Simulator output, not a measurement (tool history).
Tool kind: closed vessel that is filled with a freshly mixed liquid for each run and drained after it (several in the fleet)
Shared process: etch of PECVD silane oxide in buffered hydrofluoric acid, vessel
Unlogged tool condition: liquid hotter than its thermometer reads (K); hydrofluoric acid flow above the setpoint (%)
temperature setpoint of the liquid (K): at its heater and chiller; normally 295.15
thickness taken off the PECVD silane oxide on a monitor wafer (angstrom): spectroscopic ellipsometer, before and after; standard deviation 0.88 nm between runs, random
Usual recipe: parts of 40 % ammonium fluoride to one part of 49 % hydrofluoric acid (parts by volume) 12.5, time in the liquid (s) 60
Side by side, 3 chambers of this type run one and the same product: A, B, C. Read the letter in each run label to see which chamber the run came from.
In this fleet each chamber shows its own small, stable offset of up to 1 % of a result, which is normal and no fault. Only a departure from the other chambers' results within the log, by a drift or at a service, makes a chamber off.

| run | hour | temperature setpoint of the liquid (K) | parts of 40 % ammonium fluoride to one part of 49 % hydrofluoric acid (parts by volume) | time in the liquid (s) | hours since the thermometer was replaced | hours since the hydrofluoric acid flow meter was replaced | read-back film thickness of the PECVD silane oxide reference wafer, read on the same gauge (nm) | thickness taken off the PECVD silane oxide on a monitor wafer (angstrom) |
|---|---|---|---|---|---|---|---|---|
| 1B | 4.9 | 295.15 | 12.5 | 60 | 1494.4 | 498.9 | 29.949 | 1461 |
| 2A | 8 | 295.15 | 12.5 | 60 | 677.8 | 642.8 | 30.011 | 1460 |
| 3C | 10.8 | 295.15 | 12.5 | 60 | 115.7 | 1749.5 | 30.018 | 1450.6 |
| 4A | 16.4 | 295.15 | 12.5 | 60 | 686.2 | 651.2 | 30.012 | 1470.9 |
| 5B | 20.4 | 295.15 | 12.5 | 60 | 1509.9 | 514.4 | 30.011 | 1476.7 |
| 6C | 23.3 | 295.15 | 12.5 | 60 | 128.2 | 1762 | 29.996 | 1447.5 |
| 7A | 28 | 295.15 | 12.5 | 60 | 697.8 | 662.8 | 30.019 | 1474.7 |
| 8C | 32.8 | 295.15 | 12.5 | 60 | 137.7 | 1771.5 | 30.011 | 1452.4 |
| 9B | 36.6 | 295.15 | 12.5 | 60 | 1526.1 | 530.6 | 30.019 | 1499.6 |
| 10C | 40 | 295.15 | 12.5 | 60 | 144.9 | 1778.7 | 30.018 | 1458.9 |
| 11A | 45.1 | 295.15 | 12.5 | 60 | 714.9 | 679.9 | 30.007 | 1478.4 |
| 12B | 49.8 | 295.15 | 12.5 | 60 | 1539.3 | 543.8 | 30.043 | 1528.2 |
| 13A | 55.8 | 295.15 | 12.5 | 60 | 725.6 | 690.6 | 30.061 | 1453.4 |
| 14B | 61.2 | 295.15 | 12.5 | 60 | 1550.7 | 555.2 | 30.02 | 1527.1 |
| 15C | 64.1 | 295.15 | 11 | 60 | 169 | 1802.8 | 29.977 | 1640.4 |
| 16B | 67.8 | 295.15 | 11 | 60 | 1557.3 | 561.8 | 30.001 | 1737.6 |
| 17C | 72.9 | 295.15 | 11 | 60 | 177.8 | 1811.6 | 30.002 | 1626 |
| 18A | 77.8 | 295.15 | 12.5 | 60 | 747.6 | 712.6 | 29.977 | 1467.4 |
| 19A | 81.4 | 295.15 | 12.5 | 60 | 751.2 | 716.2 | 29.986 | 1479.3 |
| 20B | 85.8 | 295.15 | 12.5 | 60 | 1575.3 | 579.8 | 30.005 | 1551.2 |
| 21C | 91 | 295.15 | 9 | 60 | 195.9 | 1829.7 | 30.004 | 1936 |

The same settings go to every chamber for the next run, one line per chamber below. Forecast the results for each:
| 22A | 95.4 | 295.15 | 10 | 60 |  |  |  | ? |
| 22B | 95.4 | 295.15 | 10 | 60 |  |  |  | ? |
| 22C | 95.4 | 295.15 | 10 | 60 |  |  |  | ? |

| run | thickness taken off the PECVD silane oxide on a monitor wafer (angstrom) |
|---|---|
| 22A | 1817 |
| 22B | 1947.4 |
| 22C | 1787 |
